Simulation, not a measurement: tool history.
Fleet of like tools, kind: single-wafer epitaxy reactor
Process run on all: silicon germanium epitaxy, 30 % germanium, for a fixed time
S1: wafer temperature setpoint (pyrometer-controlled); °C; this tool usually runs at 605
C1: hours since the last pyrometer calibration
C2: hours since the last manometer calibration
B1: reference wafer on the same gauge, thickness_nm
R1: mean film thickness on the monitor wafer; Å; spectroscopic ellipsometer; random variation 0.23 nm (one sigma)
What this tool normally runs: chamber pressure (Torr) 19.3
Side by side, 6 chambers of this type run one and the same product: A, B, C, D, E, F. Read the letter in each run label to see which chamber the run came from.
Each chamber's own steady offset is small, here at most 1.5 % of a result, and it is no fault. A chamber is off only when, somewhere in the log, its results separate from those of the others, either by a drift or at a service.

run 1F hour=7.6 | S1=605 chamber_pressure_(Torr)=19.3 | C1=19.5 C2=1056.8 | B1=75.468 | R1=631.93
run 2C hour=14.1 | S1=605 chamber_pressure_(Torr)=19.3 | C1=2032 C2=1350.2 | B1=75.519 | R1=627.39
run 3E hour=23.4 | S1=605 chamber_pressure_(Torr)=19.3 | C1=576.4 C2=160.1 | B1=75.458 | R1=641.44
run 4A hour=30.6 | S1=605 chamber_pressure_(Torr)=19.3 | C1=1125.3 C2=273.7 | B1=75.421 | R1=639.55
-- hour=41 chamber D: capacitance manometer re-zeroed and calibrated
run 5D hour=41.5 | S1=605 chamber_pressure_(Torr)=19.3 | C1=402 C2=0.5 | B1=75.432 | R1=635.82
run 6B hour=53.2 | S1=605 chamber_pressure_(Torr)=19.3 | C1=633.2 C2=2216.5 | B1=75.476 | R1=640.25
run 7D hour=61.1 | S1=605 chamber_pressure_(Torr)=19.3 | C1=421.6 C2=20.1 | B1=75.451 | R1=640.31
run 8F hour=68 | S1=605 chamber_pressure_(Torr)=19.3 | C1=79.9 C2=1117.2 | B1=75.53 | R1=636.54
run 9C hour=74.6 | S1=611 chamber_pressure_(Torr)=23.9 | C1=2092.5 C2=1410.7 | B1=75.462 | R1=769.57
run 10E hour=81.4 | S1=611 chamber_pressure_(Torr)=23.9 | C1=634.4 C2=218.1 | B1=75.472 | R1=767.51
run 11B hour=93.1 | S1=611 chamber_pressure_(Torr)=23.9 | C1=673.1 C2=2256.4 | B1=75.5 | R1=769.28
run 12A hour=100.6 | S1=611 chamber_pressure_(Torr)=23.9 | C1=1195.3 C2=343.7 | B1=75.505 | R1=777.38
run 13A hour=108.6 | S1=611 chamber_pressure_(Torr)=23.9 | C1=1203.3 C2=351.7 | B1=75.555 | R1=782.97
run 14C hour=115.6 | S1=611 chamber_pressure_(Torr)=23.9 | C1=2133.5 C2=1451.7 | B1=75.459 | R1=764.26
run 15D hour=123.9 | S1=605 chamber_pressure_(Torr)=19.3 | C1=484.4 C2=82.9 | B1=75.507 | R1=639.98
run 16B hour=129.2 | S1=605 chamber_pressure_(Torr)=17.6 | C1=709.2 C2=2292.5 | B1=75.582 | R1=619.71
run 17F hour=140 | S1=605 chamber_pressure_(Torr)=17.6 | C1=151.9 C2=1189.2 | B1=75.552 | R1=610.39
run 18E hour=150.1 | S1=605 chamber_pressure_(Torr)=17.6 | C1=703.1 C2=286.8 | B1=75.598 | R1=616.58
run 19B hour=161.6 | S1=605 chamber_pressure_(Torr)=17.6 | C1=741.6 C2=2324.9 | B1=75.496 | R1=626.09
run 20A hour=169.2 | S1=605 chamber_pressure_(Torr)=17.6 | C1=1263.9 C2=412.3 | B1=75.452 | R1=619.2
run 21E hour=176.1 | S1=605 chamber_pressure_(Torr)=17.6 | C1=729.1 C2=312.8 | B1=75.414 | R1=616.42
run 22F hour=183.4 | S1=605 chamber_pressure_(Torr)=19.3 | C1=195.3 C2=1232.6 | B1=75.513 | R1=631.26
run 23C hour=192.3 | S1=591 chamber_pressure_(Torr)=19.3 | C1=2210.2 C2=1528.4 | B1=75.507 | R1=485.89
run 24D hour=198.1 | S1=591 chamber_pressure_(Torr)=19.3 | C1=558.6 C2=157.1 | B1=75.482 | R1=495.76
run 25A hour=206.4 | S1=591 chamber_pressure_(Torr)=19.3 | C1=1301.1 C2=449.5 | B1=75.491 | R1=494.12
run 26F hour=213.9 | S1=591 chamber_pressure_(Torr)=19.3 | C1=225.8 C2=1263.1 | B1=75.489 | R1=486.68
run 27C hour=219.3 | S1=591 chamber_pressure_(Torr)=19.3 | C1=2237.2 C2=1555.4 | B1=75.457 | R1=485.24
run 28B hour=225.3 | S1=591 chamber_pressure_(Torr)=19.3 | C1=805.3 C2=2388.6 | B1=75.435 | R1=511.92
run 29D hour=235.6 | S1=605 chamber_pressure_(Torr)=19.3 | C1=596.1 C2=194.6 | B1=75.527 | R1=636.34
run 30E hour=246.2 | S1=605 chamber_pressure_(Torr)=19.3 | C1=799.2 C2=382.9 | B1=75.481 | R1=636.19
run 31D hour=253.5 | S1=605 chamber_pressure_(Torr)=19.3 | C1=614 C2=212.5 | B1=75.545 | R1=637.07
run 32C hour=265.1 | S1=613 chamber_pressure_(Torr)=19.3 | C1=2283 C2=1601.2 | B1=75.501 | R1=731.43
run 33F hour=276 | S1=613 chamber_pressure_(Torr)=19.3 | C1=287.9 C2=1325.2 | B1=75.496 | R1=732.86
run 34B hour=285.7 | S1=613 chamber_pressure_(Torr)=19.3 | C1=865.7 C2=2449 | B1=75.461 | R1=771.01
run 35A hour=293.9 | S1=613 chamber_pressure_(Torr)=19.3 | C1=1388.6 C2=537 | B1=75.46 | R1=741.28
run 36E hour=303.4 | S1=613 chamber_pressure_(Torr)=19.3 | C1=856.4 C2=440.1 | B1=75.521 | R1=732.83
run 37B hour=309.2 | S1=613 chamber_pressure_(Torr)=19.3 | C1=889.2 C2=2472.5 | B1=75.5 | R1=769.11
run 38F hour=315.6 | S1=605 chamber_pressure_(Torr)=19.3 | C1=327.5 C2=1364.8 | B1=75.468 | R1=633.44

Decide between three cases: one chamber stands off from its peers, the gauge reading all wafers drifts, or nothing is wrong past each chamber's small offset. Where a chamber is off, say which and what most likely put it there.

Little by little, chamber B moves away from the other chambers.
Cause: wafer temperature above the value expected at the setpoint (K) = 2.81.

Which of the 4 candidates below, each the usual settings with something changed and its results left as question marks, puts chamber B back in line with what the other chambers give on the usual settings?
Maximum distance from the other chambers' mean on the usual settings for a result to count as in line: R1 8.2 Å
run 39B-1 hour=324 | S1=602 chamber_pressure_(Torr)=19.3 | R1=?
run 39B-2 hour=324 | S1=605 chamber_pressure_(Torr)=20.5 | R1=?
run 39B-3 hour=324 | S1=605 chamber_pressure_(Torr)=21.6 | R1=?
run 39B-4 hour=324 | S1=605 chamber_pressure_(Torr)=18.1 | R1=?

Average result of the remaining chambers running the usual settings: R1 636.98 Å
run=39B-1 R1=632.35
run=39B-2 R1=683.44
run=39B-3 R1=697.86
run=39B-4 R1=650.29
39B-1 brings the chamber back in line.
